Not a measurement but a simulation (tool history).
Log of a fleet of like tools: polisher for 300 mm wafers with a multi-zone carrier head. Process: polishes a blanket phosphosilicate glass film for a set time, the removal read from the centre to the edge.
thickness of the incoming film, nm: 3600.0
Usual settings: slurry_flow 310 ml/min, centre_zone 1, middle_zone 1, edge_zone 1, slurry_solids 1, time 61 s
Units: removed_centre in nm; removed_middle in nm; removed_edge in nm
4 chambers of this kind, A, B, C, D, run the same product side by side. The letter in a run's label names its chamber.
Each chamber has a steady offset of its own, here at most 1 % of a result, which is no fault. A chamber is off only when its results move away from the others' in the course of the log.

run   hour  slurry_flow  centre_zone  middle_zone  edge_zone  slurry_solids  time  removed_centre  removed_middle  removed_edge
 1D    8.8          310            1            1          1              1    61          562.97          562.87        558.48
 2C   20.8          310            1            1          1              1    61          566.68          565.88        567.56
      21.7  -- chamber B: worn pad replaced by a new one
      25.2  -- chamber C: worn pad replaced by a new one
 3A   29.6          310            1            1          1              1    61          574.45          566.21        556.62
 4B   37.8          310            1            1          1              1    61          566.45          570.54        564.81
 5C   44.3          310            1            1          1              1    61           561.3          562.86        563.05
 6B   53.6          310            1            1          1              1    61          569.23          573.21        567.43
 7A     63          310            1            1          1              1    61          571.66          562.47         581.5
 8D     74          310            1            1          1              1    61          554.08          560.09        554.71
 9C   82.4          310            1            1          1              1    61          568.21          576.86        576.89
      84.8  -- chamber A: worn pad replaced by a new one
      89.3  -- chamber B: edge zone pressure recalibrated
10B   92.1          310            1            1          1              1    61          570.91          576.15        557.67
      94.5  -- chamber C: centre zone pressure recalibrated
11A  104.8          310            1            1          1              1    61          567.36          552.11        572.42
     107.7  -- chamber B: slurry nozzle cleaned
12D  111.3          310            1            1          1              1    61          544.12          547.82        546.24
13A  119.2          310            1            1          1              1    61          569.08          572.05        578.11
14B  126.2          310            1            1          1              1    61          564.51           564.7        562.98
15C  133.4          310            1            1          1              1    61          565.07          561.51        565.81
16D  140.8          310         0.89         1.07          1              1    61          477.46          574.48        534.84
17B  147.2          310         0.89         1.07          1              1    61          505.24          612.23        575.93
18A  159.7          310         0.89         1.07          1              1    61          502.37          607.51        571.07
19C  167.4          310         0.89         1.07          1              1    61          501.78          587.24        555.37
20D  175.1          310            1            1          1              1    61          533.11          536.16        538.87
21D  181.2          310            1            1          1              1    61          526.43           530.3         532.3
22B    189          310            1            1          1              1    61          564.97          565.16        559.57
23C  195.3          310            1            1          1              1    61          565.08          565.03        569.12
24A  206.8          310            1            1          1              1    61          569.96          567.71        573.43
25D  219.5          310            1            1          1              1    61          528.08          520.97        540.37
26C  227.3          310            1            1          1              1    61          570.19          566.38        562.19
     234.9  -- chamber A: worn pad replaced by a new one
27A  237.7          310            1            1          1              1    61          568.73          568.66        565.53
       238  -- chamber A: centre zone pressure recalibrated
28B  247.5          310            1            1          1              1    61          569.58          579.25        553.79
     247.8  -- chamber B: worn pad replaced by a new one
29B  258.9          215            1         1.11          1              1    61          547.67          596.99        547.82
     265.4  -- chamber C: worn pad replaced by a new one
30A  266.8          215            1         1.11          1              1    61          544.87          590.73        554.57
31C  278.6          215            1         1.11          1              1    61          534.86          595.74        544.07
32D  287.6          215            1         1.11          1              1    61          487.94          550.32        512.55
33B  296.4          310            1            1          1              1    61          569.17          570.24        570.85

What goes on in this fleet: one chamber off, a drifting gauge, or nothing beyond the chambers' own small offsets? Name the chamber and the cause, if any.

Chamber D drifts away from the others.
Cause: removal rate lost through wear of the pad, % = 9.51.

Here are 4 candidates for chamber D's next run, each the usual settings with a change, their results left as question marks. Which one brings its results back in line with what the others give on the usual settings?
In line means no further than this from the other chambers' mean on the usual settings: removed_centre 14 nm; removed_middle 28 nm; removed_edge 25 nm
34D-1  305.6          315         1.01         1.01          1           1.05    66               ?               ?             ?
34D-2  305.6          315         1.02         1.01       0.99           1.05    72               ?               ?             ?
34D-3  305.6          305         0.99         0.99          1           0.95    56               ?               ?             ?
34D-4  305.6          305         0.98         0.99       1.01           0.95    52               ?               ?             ?

The other chambers' mean on the usual settings: removed_centre 567.67 nm; removed_middle 566.55 nm; removed_edge 565.51 nm
  run  removed_centre  removed_middle  removed_edge
34D-1          566.31          571.16        570.38
34D-2          624.59          623.06           619
34D-3          447.72          453.66        461.76
34D-4          411.06          421.28        430.99
34D-1 brings the chamber back in line.

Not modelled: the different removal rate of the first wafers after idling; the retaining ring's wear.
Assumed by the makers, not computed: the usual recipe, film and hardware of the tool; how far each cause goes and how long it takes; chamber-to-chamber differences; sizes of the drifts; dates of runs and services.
